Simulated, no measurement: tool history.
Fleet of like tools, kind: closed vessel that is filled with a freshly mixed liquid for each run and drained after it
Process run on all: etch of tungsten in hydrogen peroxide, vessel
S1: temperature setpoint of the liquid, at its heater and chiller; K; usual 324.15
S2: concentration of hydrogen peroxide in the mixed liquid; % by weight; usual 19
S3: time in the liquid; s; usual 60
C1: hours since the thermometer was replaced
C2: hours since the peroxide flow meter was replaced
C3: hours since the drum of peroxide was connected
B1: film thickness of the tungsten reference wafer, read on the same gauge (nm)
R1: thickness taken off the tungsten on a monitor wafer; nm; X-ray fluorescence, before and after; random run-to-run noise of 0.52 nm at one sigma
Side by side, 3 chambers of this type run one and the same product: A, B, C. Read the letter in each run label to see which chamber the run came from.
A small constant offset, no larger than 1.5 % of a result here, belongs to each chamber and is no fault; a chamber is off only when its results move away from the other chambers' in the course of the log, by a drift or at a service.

| run | day | S1 | S2 | S3 | C1 | C2 | C3 | B1 | R1 |
|---|---|---|---|---|---|---|---|---|---|
| 1A | 0.392 | 324.15 | 19 | 60 | 162 | 941 | 140.9 | 129.99 | 120.85 |
| 2C | 0.704 | 324.15 | 19 | 60 | 570.5 | 506.8 | 1243.4 | 130.02 | 121.07 |
| 3B | 0.912 | 324.15 | 19 | 60 | 690.3 | 325.3 | 373.7 | 130 | 117.54 |
| 4C | 1.258 | 324.15 | 19 | 60 | 583.8 | 520.1 | 1256.7 | 129.99 | 120.72 |
| 5B | 1.571 | 324.15 | 19 | 60 | 706.1 | 341.1 | 389.5 | 129.99 | 117.66 |
| 6A | 1.983 | 324.15 | 19 | 60 | 200.2 | 979.2 | 179.1 | 129.99 | 119.05 |
| 7A | 2.438 | 324.15 | 19 | 60 | 211.1 | 990.1 | 190 | 129.98 | 119.66 |
| 8B | 2.712 | 324.15 | 19 | 60 | 733.5 | 368.5 | 416.9 | 130 | 117.63 |
| 9C | 3.096 | 324.15 | 19 | 60 | 627.9 | 564.2 | 1300.8 | 130 | 121.19 |
| 10A | 3.483 | 324.15 | 19 | 60 | 236.2 | 1015.2 | 215.1 | 130.01 | 119.33 |
| 11C | 3.842 | 324.15 | 15.5 | 60 | 645.8 | 582.1 | 1318.7 | 130 | 108.23 |
| 12B | 4.292 | 324.15 | 15.5 | 60 | 771.4 | 406.4 | 454.8 | 130 | 106.61 |
|  | 4.396 | chamber C: thermometer replaced |
| 13B | 4.638 | 324.15 | 15.5 | 60 | 779.7 | 414.7 | 463.1 | 129.99 | 106.8 |
| 14A | 5.058 | 324.15 | 19 | 60 | 274 | 1053 | 252.9 | 130.01 | 115.61 |
| 15C | 5.396 | 324.15 | 19 | 60 | 24.1 | 619.4 | 1356 | 130.02 | 120.54 |
| 16A | 5.758 | 317.65 | 19 | 35 | 290.8 | 1069.8 | 269.7 | 130 | 45.511 |
| 17B | 6.125 | 317.65 | 19 | 35 | 815.4 | 450.4 | 498.8 | 130 | 45.779 |
| 18C | 6.583 | 317.65 | 19 | 35 | 52.6 | 647.9 | 1384.5 | 129.98 | 46.885 |
| 19B | 6.992 | 324.15 | 19 | 60 | 836.2 | 471.2 | 519.6 | 129.99 | 118.01 |
| 20A | 7.242 | 324.15 | 19 | 60 | 326.4 | 1105.4 | 305.3 | 130.01 | 114.05 |

Is one chamber out of step, is the gauge drifting, or do the chambers differ by no more than their own small offsets? For an off chamber, give its letter and the likeliest cause.

Little by little, chamber A moves away from the other chambers.
Most likely cause: peroxide flow below the setpoint (%) = 9.15.
The log may not tell that from: liquid colder than its thermometer reads (K); peroxide weaker than its label (%).

Chamber A could run next with any of the 4 candidate recipes listed below; each alters the usual settings, and their results appear as question marks. Which one brings its results back in line with what the other chambers deliver on the usual settings?
Allowed miss from the other chambers' usual-settings mean, per result, to count as in line: R1 1.8 nm
| 21A-1 | 7.575 | 324.15 | 19 | 55 |  |  |  |  | ? |
| 21A-2 | 7.575 | 324.15 | 20.5 | 60 |  |  |  |  | ? |
| 21A-3 | 7.575 | 324.15 | 17.5 | 60 |  |  |  |  | ? |
| 21A-4 | 7.575 | 324.15 | 19 | 65 |  |  |  |  | ? |

Usual-settings mean across the other chambers: R1 119.31 nm
| run | R1 |
|---|---|
| 21A-1 | 104.79 |
| 21A-2 | 118.75 |
| 21A-3 | 109.7 |
| 21A-4 | 123.85 |
The right change is 21A-2: it brings the chamber back within the allowed miss of the others.
